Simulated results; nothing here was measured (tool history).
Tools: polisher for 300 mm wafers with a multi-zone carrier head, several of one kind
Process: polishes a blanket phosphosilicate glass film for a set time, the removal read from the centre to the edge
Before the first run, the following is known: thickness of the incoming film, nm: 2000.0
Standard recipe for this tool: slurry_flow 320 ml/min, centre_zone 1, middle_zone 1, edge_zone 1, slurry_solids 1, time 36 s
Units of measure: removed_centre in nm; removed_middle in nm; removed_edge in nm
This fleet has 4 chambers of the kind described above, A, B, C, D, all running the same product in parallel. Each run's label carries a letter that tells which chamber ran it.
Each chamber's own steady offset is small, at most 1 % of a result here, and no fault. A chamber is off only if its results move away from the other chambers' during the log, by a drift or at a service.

| run | hour | slurry_flow | centre_zone | middle_zone | edge_zone | slurry_solids | time | wafers polished on this pad | hours since the slurry nozzle was cleaned | hours since the centre zone pressure was calibrated | hours since the edge zone pressure was calibrated | removed_centre | removed_middle | removed_edge |
|---|---|---|---|---|---|---|---|---|---|---|---|---|---|---|
|  | 13 | chamber B: worn pad replaced by a new one |
| 1D | 15.2 | 320 | 1 | 1 | 1 | 1 | 36 | 426 | 627.8 | 435.5 | 404.7 | 322.63 | 326.37 | 326.53 |
|  | 23.8 | chamber C: worn pad replaced by a new one |
| 2C | 26 | 320 | 1 | 1 | 1 | 1 | 36 | 19 | 508 | 132.2 | 586.1 | 321.47 | 323.67 | 329.34 |
| 3B | 40.3 | 320 | 1 | 1 | 1 | 1 | 36 | 239 | 215.7 | 206 | 1012.3 | 330.27 | 321.7 | 326.38 |
|  | 45.1 | chamber D: slurry nozzle cleaned |
|  | 52.2 | chamber C: slurry nozzle cleaned |
| 4A | 52.6 | 320 | 1 | 1 | 1 | 1 | 36 | 489 | 152 | 798.1 | 273 | 333.8 | 326.18 | 325.61 |
| 5D | 60.1 | 220 | 1 | 1 | 1 | 1 | 36 | 820 | 15.1 | 480.4 | 449.6 | 309.28 | 311.01 | 309.34 |
|  | 66.2 | chamber A: centre zone pressure recalibrated |
| 6A | 74.1 | 220 | 1 | 1 | 1 | 1 | 36 | 677 | 173.5 | 8 | 294.5 | 314.95 | 315.77 | 321.05 |
|  | 79.6 | chamber D: worn pad replaced by a new one |
| 7B | 86.4 | 220 | 1 | 1 | 1 | 1 | 36 | 643 | 261.8 | 252.1 | 1058.4 | 314.81 | 315 | 319.49 |
| 8C | 100.2 | 220 | 1 | 1 | 1 | 1 | 36 | 669 | 48 | 206.4 | 660.3 | 309.7 | 311.63 | 318.56 |
| 9B | 114.6 | 320 | 1 | 1 | 1 | 1 | 36 | 890 | 290 | 280.3 | 1086.6 | 331.26 | 326.1 | 324.41 |
| 10C | 122.5 | 320 | 1 | 1 | 1 | 0.85 | 41 | 864 | 70.3 | 228.7 | 682.6 | 339.27 | 342.76 | 340.11 |
| 11A | 131 | 320 | 1 | 1 | 1 | 0.85 | 41 | 1176 | 230.4 | 64.9 | 351.4 | 343.28 | 350.14 | 342.03 |
|  | 136.8 | chamber B: worn pad replaced by a new one |
|  | 137.3 | chamber B: slurry nozzle cleaned |
|  | 139.3 | chamber A: worn pad replaced by a new one |
| 12D | 140.1 | 320 | 1 | 1 | 1 | 0.85 | 41 | 530 | 95.1 | 560.4 | 529.6 | 343.3 | 348.57 | 350.37 |
| 13A | 155 | 320 | 1 | 1 | 1 | 0.85 | 41 | 137 | 254.4 | 88.9 | 375.4 | 349.49 | 343.67 | 343.09 |
| 14B | 161.6 | 320 | 1 | 1 | 1 | 1 | 36 | 217 | 24.3 | 327.3 | 1133.6 | 332.27 | 330.6 | 330.9 |
| 15C | 171 | 320 | 1 | 1 | 1 | 1 | 36 | 1289 | 118.8 | 277.2 | 731.1 | 327.75 | 328.31 | 327.15 |
| 16D | 182.3 | 320 | 1 | 1 | 1 | 1 | 36 | 899 | 137.3 | 602.6 | 571.8 | 324.53 | 325.91 | 322.38 |
|  | 184.8 | chamber D: worn pad replaced by a new one |
|  | 193.9 | chamber C: worn pad replaced by a new one |
| 17A | 193.9 | 320 | 1 | 1 | 1 | 1 | 36 | 478 | 293.3 | 127.8 | 414.3 | 334.72 | 323 | 320.6 |
| 18B | 204.7 | 320 | 1 | 1 | 1 | 1 | 36 | 594 | 67.4 | 370.4 | 1176.7 | 339.6 | 331.14 | 327.81 |
| 19D | 219 | 320 | 1 | 1.08 | 1 | 1 | 36 | 300 | 174 | 639.3 | 608.5 | 321.18 | 357.04 | 322.04 |
| 20C | 232.3 | 320 | 1 | 1.08 | 1 | 1 | 36 | 336 | 180.1 | 338.5 | 792.4 | 323.31 | 345.6 | 324.84 |
|  | 236 | chamber B: worn pad replaced by a new one |
| 21C | 244.5 | 320 | 1 | 1.08 | 1 | 1 | 36 | 443 | 192.3 | 350.7 | 804.6 | 326.8 | 350.49 | 317.66 |
|  | 244.9 | chamber D: edge zone pressure recalibrated |
|  | 252 | chamber A: worn pad replaced by a new one |
| 22D | 257.6 | 320 | 1 | 1.08 | 1 | 1 | 36 | 638 | 212.6 | 677.9 | 12.7 | 325 | 352.53 | 327.36 |
| 23B | 267.9 | 320 | 1 | 1 | 1 | 1 | 36 | 279 | 130.6 | 433.6 | 1239.9 | 341.26 | 327.47 | 333.02 |
| 24A | 278.6 | 320 | 1 | 1 | 1 | 1 | 48 | 233 | 378 | 212.5 | 499 | 440.08 | 437.06 | 439.07 |
|  | 282.1 | chamber D: worn pad replaced by a new one |
| 25C | 289.7 | 320 | 1 | 1 | 1 | 1 | 48 | 839 | 237.5 | 395.9 | 849.8 | 429.87 | 431.44 | 427.22 |
|  | 290.2 | chamber B: edge zone pressure recalibrated |
| 26A | 299.5 | 320 | 1 | 1 | 1 | 1 | 48 | 416 | 398.9 | 233.4 | 519.9 | 439.73 | 437.06 | 428.17 |
| 27D | 313.2 | 320 | 1 | 1 | 1 | 1 | 48 | 272 | 268.2 | 733.5 | 68.3 | 434.45 | 435.74 | 432.85 |
| 28B | 323.6 | 320 | 1 | 1 | 1 | 1 | 36 | 767 | 186.3 | 489.3 | 33.4 | 343.23 | 328.74 | 329.94 |
|  | 329 | chamber B: worn pad replaced by a new one |
| 29B | 333.8 | 320 | 0.9 | 1 | 1 | 1 | 36 | 42 | 196.5 | 499.5 | 43.6 | 302.3 | 325.08 | 335.36 |
| 30C | 345.4 | 320 | 0.9 | 1 | 1 | 1 | 36 | 1326 | 293.2 | 451.6 | 905.5 | 286.53 | 327.16 | 330.36 |
|  | 353.4 | chamber C: worn pad replaced by a new one |
| 31A | 360.6 | 320 | 0.9 | 1 | 1 | 1 | 36 | 951 | 460 | 294.5 | 581 | 292.81 | 325.35 | 337.77 |
|  | 366.9 | chamber C: centre zone pressure recalibrated |
| 32D | 367.8 | 320 | 0.9 | 1 | 1 | 1 | 36 | 750 | 322.8 | 788.1 | 122.9 | 287.53 | 325.08 | 328.35 |
|  | 372.1 | chamber D: worn pad replaced by a new one |
| 33D | 379.8 | 320 | 1 | 1 | 1 | 1 | 36 | 67 | 334.8 | 800.1 | 134.9 | 320.26 | 331.28 | 324.7 |
|  | 386.1 | chamber A: worn pad replaced by a new one |
| 34C | 389.9 | 320 | 1 | 1 | 1 | 1 | 36 | 320 | 337.7 | 23 | 950 | 323.74 | 321.71 | 334.12 |
| 35B | 401.1 | 320 | 1 | 1 | 1 | 1 | 36 | 632 | 263.8 | 566.8 | 110.9 | 348.02 | 324.57 | 322.11 |
| 36A | 414.6 | 320 | 1 | 1 | 1 | 1 | 36 | 250 | 514 | 348.5 | 635 | 330.22 | 326.72 | 326.74 |
| 37D | 422.8 | 320 | 1 | 1 | 1 | 1 | 36 | 444 | 377.8 | 843.1 | 177.9 | 328.44 | 329.55 | 320.69 |
|  | 424.2 | chamber B: worn pad replaced by a new one |
| 38A | 437 | 320 | 1 | 1 | 1 | 1 | 36 | 446 | 536.4 | 370.9 | 657.4 | 328.31 | 327.72 | 330.7 |
| 39C | 451.2 | 285 | 1.07 | 1 | 1 | 1 | 36 | 857 | 399 | 84.3 | 1011.3 | 343.87 | 322.92 | 323.06 |
| 40B | 461.3 | 285 | 1.07 | 1 | 1 | 1 | 36 | 325 | 324 | 627 | 171.1 | 366.73 | 315.41 | 328.85 |
| 41B | 474.6 | 285 | 1.07 | 1 | 1 | 1 | 36 | 441 | 337.3 | 640.3 | 184.4 | 362.6 | 322.91 | 326.76 |
|  | 477.2 | chamber D: worn pad replaced by a new one |
| 42C | 481.2 | 285 | 1.07 | 1 | 1 | 1 | 36 | 1119 | 429 | 114.3 | 1041.3 | 344.18 | 318.67 | 327.72 |
| 43D | 494 | 320 | 1 | 1 | 1 | 1 | 36 | 147 | 449 | 914.3 | 249.1 | 324.49 | 328.22 | 327.34 |

Which is it: a chamber that has drifted or been left off by a service, a gauge drift common to all chambers, or only each chamber's usual small offset? If a chamber is off, name it and its likeliest cause.

It is chamber B that slowly wanders off from its peers.
Likeliest cause: centre zone's pressure above its setpoint, % = 6.63.

Below are 4 candidate recipes for chamber B's next run, each the usual settings with a change, their results shown as question marks. Which of them brings B's results back in line with what the other chambers give on the usual settings?
In line here means within this much of the mean the other chambers give on the usual settings: removed_centre 9.2 nm; removed_middle 12 nm; removed_edge 15 nm
| 44B-1 | 504.9 | 315 | 0.94 | 1.01 | 1.02 | 1 | 36 |  |  |  |  | ? | ? | ? |
| 44B-2 | 504.9 | 325 | 1.06 | 0.99 | 0.98 | 1 | 36 |  |  |  |  | ? | ? | ? |
| 44B-3 | 504.9 | 320 | 1.01 | 1 | 1 | 1 | 36 |  |  |  |  | ? | ? | ? |
| 44B-4 | 504.9 | 320 | 0.99 | 1 | 1 | 1 | 36 |  |  |  |  | ? | ? | ? |

Average result of the remaining chambers running the usual settings: removed_centre 325.22 nm; removed_middle 326.69 nm; removed_edge 326.91 nm
| run | removed_centre | removed_middle | removed_edge |
|---|---|---|---|
| 44B-1 | 324.96 | 327.15 | 325.32 |
| 44B-2 | 371.61 | 322.09 | 319.51 |
| 44B-3 | 352.04 | 324.61 | 322.43 |
| 44B-4 | 344.46 | 324.65 | 322.43 |
44B-1 is the one that brings the chamber's results back in line with the other chambers.
